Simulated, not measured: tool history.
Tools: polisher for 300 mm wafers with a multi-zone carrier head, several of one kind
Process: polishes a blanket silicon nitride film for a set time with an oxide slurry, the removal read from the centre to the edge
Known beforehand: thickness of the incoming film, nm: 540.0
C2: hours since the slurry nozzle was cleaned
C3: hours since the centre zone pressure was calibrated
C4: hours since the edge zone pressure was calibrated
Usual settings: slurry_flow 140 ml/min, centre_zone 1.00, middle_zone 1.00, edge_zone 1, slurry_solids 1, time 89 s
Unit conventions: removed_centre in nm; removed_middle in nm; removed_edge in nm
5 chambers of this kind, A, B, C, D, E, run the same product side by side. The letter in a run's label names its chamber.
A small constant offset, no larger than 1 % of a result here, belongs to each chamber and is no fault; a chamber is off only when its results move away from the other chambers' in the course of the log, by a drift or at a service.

{"run": "1D", "hour": 3.4, "slurry_flow": 140, "centre_zone": 1.0, "middle_zone": 1.0, "edge_zone": 1, "slurry_solids": 1, "time": 89, "wafers polished on this pad": 258, "C2": 7.0, "C3": 204.4, "C4": 410.8, "removed_centre": 31.786, "removed_middle": 31.302, "removed_edge": 31.365}
{"run": "2E", "hour": 6.3, "slurry_flow": 140, "centre_zone": 1.0, "middle_zone": 1.0, "edge_zone": 1, "slurry_solids": 1, "time": 89, "wafers polished on this pad": 798, "C2": 319.0, "C3": 493.2, "C4": 750.7, "removed_centre": 31.345, "removed_middle": 31.139, "removed_edge": 31.553}
{"run": "3C", "hour": 10.1, "slurry_flow": 140, "centre_zone": 1.0, "middle_zone": 1.0, "edge_zone": 1, "slurry_solids": 1, "time": 89, "wafers polished on this pad": 475, "C2": 322.7, "C3": 784.1, "C4": 407.4, "removed_centre": 31.136, "removed_middle": 31.296, "removed_edge": 31.161}
{"run": "4B", "hour": 13.6, "slurry_flow": 140, "centre_zone": 1.0, "middle_zone": 1.0, "edge_zone": 1, "slurry_solids": 1, "time": 89, "wafers polished on this pad": 253, "C2": 484.6, "C3": 387.9, "C4": 227.0, "removed_centre": 31.569, "removed_middle": 31.618, "removed_edge": 31.727}
{"run": "5A", "hour": 17.2, "slurry_flow": 140, "centre_zone": 1.0, "middle_zone": 1.0, "edge_zone": 1, "slurry_solids": 1, "time": 89, "wafers polished on this pad": 692, "C2": 239.5, "C3": 522.7, "C4": 291.1, "removed_centre": 31.568, "removed_middle": 31.268, "removed_edge": 31.434}
{"run": "6E", "hour": 20.7, "slurry_flow": 140, "centre_zone": 1.0, "middle_zone": 1.0, "edge_zone": 1, "slurry_solids": 1, "time": 89, "wafers polished on this pad": 924, "C2": 333.4, "C3": 507.6, "C4": 765.1, "removed_centre": 31.16, "removed_middle": 31.806, "removed_edge": 31.609}
{"run": "7D", "hour": 25.1, "slurry_flow": 140, "centre_zone": 1.0, "middle_zone": 1.0, "edge_zone": 1, "slurry_solids": 1, "time": 89, "wafers polished on this pad": 448, "C2": 28.7, "C3": 226.1, "C4": 432.5, "removed_centre": 31.587, "removed_middle": 31.075, "removed_edge": 31.01}
{"run": "8A", "hour": 28.9, "slurry_flow": 140, "centre_zone": 0.96, "middle_zone": 1.0, "edge_zone": 1, "slurry_solids": 1, "time": 102, "wafers polished on this pad": 794, "C2": 251.2, "C3": 534.4, "C4": 302.8, "removed_centre": 34.475, "removed_middle": 36.426, "removed_edge": 36.503}
{"run": "9C", "hour": 33.1, "slurry_flow": 140, "centre_zone": 0.96, "middle_zone": 1.0, "edge_zone": 1, "slurry_solids": 1, "time": 102, "wafers polished on this pad": 676, "C2": 345.7, "C3": 807.1, "C4": 430.4, "removed_centre": 34.307, "removed_middle": 35.597, "removed_edge": 36.226}
{"hour": 34.0, "done": "chamber B: slurry nozzle cleaned"}
{"run": "10B", "hour": 37.1, "slurry_flow": 140, "centre_zone": 0.96, "middle_zone": 1.0, "edge_zone": 1, "slurry_solids": 1, "time": 102, "wafers polished on this pad": 459, "C2": 3.2, "C3": 411.4, "C4": 250.5, "removed_centre": 34.968, "removed_middle": 35.366, "removed_edge": 35.939}
{"hour": 39.3, "done": "chamber E: centre zone pressure recalibrated"}
{"hour": 39.8, "done": "chamber C: worn pad replaced by a new one"}
{"hour": 40.0, "done": "chamber A: worn pad replaced by a new one"}
{"run": "11C", "hour": 41.4, "slurry_flow": 140, "centre_zone": 0.96, "middle_zone": 1.0, "edge_zone": 1, "slurry_solids": 1, "time": 102, "wafers polished on this pad": 14, "C2": 354.0, "C3": 815.4, "C4": 438.7, "removed_centre": 34.79, "removed_middle": 35.898, "removed_edge": 36.131}
{"run": "12B", "hour": 44.2, "slurry_flow": 140, "centre_zone": 0.96, "middle_zone": 1.0, "edge_zone": 1, "slurry_solids": 1, "time": 102, "wafers polished on this pad": 521, "C2": 10.3, "C3": 418.5, "C4": 257.6, "removed_centre": 34.988, "removed_middle": 36.003, "removed_edge": 35.67}
{"run": "13A", "hour": 48.0, "slurry_flow": 140, "centre_zone": 1.0, "middle_zone": 1.0, "edge_zone": 1, "slurry_solids": 1, "time": 89, "wafers polished on this pad": 70, "C2": 270.3, "C3": 553.5, "C4": 321.9, "removed_centre": 31.903, "removed_middle": 31.389, "removed_edge": 31.831}
{"run": "14E", "hour": 51.4, "slurry_flow": 140, "centre_zone": 1.0, "middle_zone": 1.0, "edge_zone": 1, "slurry_solids": 1, "time": 89, "wafers polished on this pad": 1192, "C2": 364.1, "C3": 12.1, "C4": 795.8, "removed_centre": 30.966, "removed_middle": 31.297, "removed_edge": 31.529}
{"run": "15D", "hour": 55.8, "slurry_flow": 140, "centre_zone": 1.07, "middle_zone": 1.0, "edge_zone": 1, "slurry_solids": 1, "time": 89, "wafers polished on this pad": 716, "C2": 59.4, "C3": 256.8, "C4": 463.2, "removed_centre": 33.961, "removed_middle": 31.011, "removed_edge": 31.232}
{"hour": 58.0, "done": "chamber E: worn pad replaced by a new one"}
{"run": "16C", "hour": 58.5, "slurry_flow": 140, "centre_zone": 1.07, "middle_zone": 1.0, "edge_zone": 1, "slurry_solids": 1, "time": 89, "wafers polished on this pad": 164, "C2": 371.1, "C3": 832.5, "C4": 455.8, "removed_centre": 33.527, "removed_middle": 31.625, "removed_edge": 31.378}
{"run": "17A", "hour": 61.3, "slurry_flow": 140, "centre_zone": 1.07, "middle_zone": 1.0, "edge_zone": 1, "slurry_solids": 1, "time": 89, "wafers polished on this pad": 186, "C2": 283.6, "C3": 566.8, "C4": 335.2, "removed_centre": 34.223, "removed_middle": 31.516, "removed_edge": 31.608}
{"run": "18E", "hour": 65.8, "slurry_flow": 140, "centre_zone": 1.07, "middle_zone": 1.0, "edge_zone": 1, "slurry_solids": 1, "time": 89, "wafers polished on this pad": 68, "C2": 378.5, "C3": 26.5, "C4": 810.2, "removed_centre": 33.23, "removed_middle": 31.418, "removed_edge": 31.263}
{"run": "19B", "hour": 70.4, "slurry_flow": 140, "centre_zone": 1.07, "middle_zone": 1.0, "edge_zone": 1, "slurry_solids": 1, "time": 89, "wafers polished on this pad": 750, "C2": 36.5, "C3": 444.7, "C4": 283.8, "removed_centre": 34.717, "removed_middle": 31.278, "removed_edge": 31.389}
{"hour": 72.9, "done": "chamber D: worn pad replaced by a new one"}
{"run": "20D", "hour": 74.1, "slurry_flow": 140, "centre_zone": 0.92, "middle_zone": 1.0, "edge_zone": 1, "slurry_solids": 1, "time": 109, "wafers polished on this pad": 10, "C2": 77.7, "C3": 275.1, "C4": 481.5, "removed_centre": 35.788, "removed_middle": 38.561, "removed_edge": 38.424}
{"run": "21D", "hour": 78.4, "slurry_flow": 140, "centre_zone": 0.92, "middle_zone": 1.0, "edge_zone": 1, "slurry_solids": 1, "time": 109, "wafers polished on this pad": 48, "C2": 82.0, "C3": 279.4, "C4": 485.8, "removed_centre": 35.144, "removed_middle": 38.598, "removed_edge": 37.679}
{"run": "22E", "hour": 81.5, "slurry_flow": 140, "centre_zone": 0.92, "middle_zone": 1.0, "edge_zone": 1, "slurry_solids": 1, "time": 109, "wafers polished on this pad": 205, "C2": 394.2, "C3": 42.2, "C4": 825.9, "removed_centre": 33.912, "removed_middle": 37.509, "removed_edge": 37.719}
{"run": "23A", "hour": 84.8, "slurry_flow": 140, "centre_zone": 0.92, "middle_zone": 1.0, "edge_zone": 1, "slurry_solids": 1, "time": 109, "wafers polished on this pad": 391, "C2": 307.1, "C3": 590.3, "C4": 358.7, "removed_centre": 35.394, "removed_middle": 39.19, "removed_edge": 38.731}
{"hour": 86.0, "done": "chamber E: edge zone pressure recalibrated"}
{"run": "24B", "hour": 88.8, "slurry_flow": 140, "centre_zone": 0.92, "middle_zone": 1.0, "edge_zone": 1, "slurry_solids": 1, "time": 109, "wafers polished on this pad": 910, "C2": 54.9, "C3": 463.1, "C4": 302.2, "removed_centre": 35.453, "removed_middle": 38.442, "removed_edge": 38.482}
{"run": "25C", "hour": 91.3, "slurry_flow": 140, "centre_zone": 1.0, "middle_zone": 1.0, "edge_zone": 1, "slurry_solids": 1, "time": 89, "wafers polished on this pad": 450, "C2": 403.9, "C3": 865.3, "C4": 488.6, "removed_centre": 31.592, "removed_middle": 31.432, "removed_edge": 31.595}
{"run": "26A", "hour": 94.1, "slurry_flow": 140, "centre_zone": 1.0, "middle_zone": 1.0, "edge_zone": 1, "slurry_solids": 1, "time": 89, "wafers polished on this pad": 472, "C2": 316.4, "C3": 599.6, "C4": 368.0, "removed_centre": 31.533, "removed_middle": 31.022, "removed_edge": 31.692}
{"run": "27D", "hour": 97.0, "slurry_flow": 140, "centre_zone": 1.0, "middle_zone": 1.0, "edge_zone": 1, "slurry_solids": 1, "time": 89, "wafers polished on this pad": 210, "C2": 100.6, "C3": 298.0, "C4": 504.4, "removed_centre": 31.686, "removed_middle": 31.429, "removed_edge": 30.828}
{"run": "28B", "hour": 100.6, "slurry_flow": 140, "centre_zone": 1.0, "middle_zone": 1.0, "edge_zone": 1, "slurry_solids": 1, "time": 89, "wafers polished on this pad": 1013, "C2": 66.7, "C3": 474.9, "C4": 314.0, "removed_centre": 31.689, "removed_middle": 31.143, "removed_edge": 31.814}
{"run": "29C", "hour": 103.8, "slurry_flow": 140, "centre_zone": 1.0, "middle_zone": 1.0, "edge_zone": 1, "slurry_solids": 1, "time": 89, "wafers polished on this pad": 559, "C2": 416.4, "C3": 877.8, "C4": 501.1, "removed_centre": 31.239, "removed_middle": 31.253, "removed_edge": 31.12}
{"run": "30E", "hour": 108.3, "slurry_flow": 140, "centre_zone": 1.0, "middle_zone": 1.0, "edge_zone": 1, "slurry_solids": 1, "time": 89, "wafers polished on this pad": 439, "C2": 421.0, "C3": 69.0, "C4": 22.4, "removed_centre": 29.869, "removed_middle": 29.942, "removed_edge": 31.054}
{"run": "31B", "hour": 111.5, "slurry_flow": 140, "centre_zone": 1.07, "middle_zone": 1.08, "edge_zone": 1, "slurry_solids": 1, "time": 89, "wafers polished on this pad": 1109, "C2": 77.6, "C3": 485.8, "C4": 324.9, "removed_centre": 33.982, "removed_middle": 33.709, "removed_edge": 31.6}
{"run": "32C", "hour": 115.0, "slurry_flow": 140, "centre_zone": 1.07, "middle_zone": 1.08, "edge_zone": 1, "slurry_solids": 1, "time": 89, "wafers polished on this pad": 657, "C2": 427.6, "C3": 889.0, "C4": 512.3, "removed_centre": 33.775, "removed_middle": 33.428, "removed_edge": 31.128}
{"run": "33D", "hour": 117.5, "slurry_flow": 140, "centre_zone": 1.07, "middle_zone": 1.08, "edge_zone": 1, "slurry_solids": 1, "time": 89, "wafers polished on this pad": 389, "C2": 121.1, "C3": 318.5, "C4": 524.9, "removed_centre": 33.934, "removed_middle": 33.526, "removed_edge": 31.204}
{"run": "34A", "hour": 121.0, "slurry_flow": 140, "centre_zone": 1.07, "middle_zone": 1.08, "edge_zone": 1, "slurry_solids": 1, "time": 89, "wafers polished on this pad": 707, "C2": 343.3, "C3": 626.5, "C4": 394.9, "removed_centre": 34.291, "removed_middle": 34.058, "removed_edge": 31.506}
{"run": "35E", "hour": 125.1, "slurry_flow": 140, "centre_zone": 1.07, "middle_zone": 1.08, "edge_zone": 1, "slurry_solids": 1, "time": 89, "wafers polished on this pad": 586, "C2": 437.8, "C3": 85.8, "C4": 39.2, "removed_centre": 31.45, "removed_middle": 32.395, "removed_edge": 29.998}
{"hour": 127.9, "done": "chamber B: worn pad replaced by a new one"}
{"run": "36B", "hour": 129.5, "slurry_flow": 140, "centre_zone": 1.0, "middle_zone": 1.0, "edge_zone": 1, "slurry_solids": 1, "time": 89, "wafers polished on this pad": 14, "C2": 95.6, "C3": 503.8, "C4": 342.9, "removed_centre": 32.129, "removed_middle": 30.909, "removed_edge": 31.767}
{"hour": 132.1, "done": "chamber C: worn pad replaced by a new one"}
{"run": "37E", "hour": 132.1, "slurry_flow": 140, "centre_zone": 1.0, "middle_zone": 1.0, "edge_zone": 1, "slurry_solids": 1, "time": 89, "wafers polished on this pad": 647, "C2": 444.8, "C3": 92.8, "C4": 46.2, "removed_centre": 29.696, "removed_middle": 29.352, "removed_edge": 30.252}
{"run": "38D", "hour": 135.4, "slurry_flow": 140, "centre_zone": 1.0, "middle_zone": 1.0, "edge_zone": 1, "slurry_solids": 1, "time": 89, "wafers polished on this pad": 546, "C2": 139.0, "C3": 336.4, "C4": 542.8, "removed_centre": 32.018, "removed_middle": 31.207, "removed_edge": 31.784}
{"run": "39C", "hour": 138.1, "slurry_flow": 140, "centre_zone": 1.0, "middle_zone": 1.0, "edge_zone": 1, "slurry_solids": 1, "time": 89, "wafers polished on this pad": 53, "C2": 450.7, "C3": 912.1, "C4": 535.4, "removed_centre": 31.831, "removed_middle": 31.707, "removed_edge": 31.786}
{"run": "40A", "hour": 140.5, "slurry_flow": 140, "centre_zone": 1.0, "middle_zone": 1.0, "edge_zone": 1, "slurry_solids": 1, "time": 89, "wafers polished on this pad": 878, "C2": 362.8, "C3": 646.0, "C4": 414.4, "removed_centre": 31.819, "removed_middle": 31.552, "removed_edge": 31.147}

All 5 chambers run these settings next. Forecast each chamber's results:
{"run": "41A", "hour": 143.9, "slurry_flow": 140, "centre_zone": 1.0, "middle_zone": 1.0, "edge_zone": 1, "slurry_solids": 1, "time": 89, "removed_centre": "?", "removed_middle": "?", "removed_edge": "?"}
{"run": "41B", "hour": 143.9, "slurry_flow": 140, "centre_zone": 1.0, "middle_zone": 1.0, "edge_zone": 1, "slurry_solids": 1, "time": 89, "removed_centre": "?", "removed_middle": "?", "removed_edge": "?"}
{"run": "41C", "hour": 143.9, "slurry_flow": 140, "centre_zone": 1.0, "middle_zone": 1.0, "edge_zone": 1, "slurry_solids": 1, "time": 89, "removed_centre": "?", "removed_middle": "?", "removed_edge": "?"}
{"run": "41D", "hour": 143.9, "slurry_flow": 140, "centre_zone": 1.0, "middle_zone": 1.0, "edge_zone": 1, "slurry_solids": 1, "time": 89, "removed_centre": "?", "removed_middle": "?", "removed_edge": "?"}
{"run": "41E", "hour": 143.9, "slurry_flow": 140, "centre_zone": 1.0, "middle_zone": 1.0, "edge_zone": 1, "slurry_solids": 1, "time": 89, "removed_centre": "?", "removed_middle": "?", "removed_edge": "?"}

run=41A removed_centre=31.728 removed_middle=31.812 removed_edge=31.238
run=41B removed_centre=31.768 removed_middle=31.515 removed_edge=31.503
run=41C removed_centre=31.634 removed_middle=31.084 removed_edge=31.815
run=41D removed_centre=31.352 removed_middle=31.084 removed_edge=31.289
run=41E removed_centre=28.944 removed_middle=29.805 removed_edge=30.340

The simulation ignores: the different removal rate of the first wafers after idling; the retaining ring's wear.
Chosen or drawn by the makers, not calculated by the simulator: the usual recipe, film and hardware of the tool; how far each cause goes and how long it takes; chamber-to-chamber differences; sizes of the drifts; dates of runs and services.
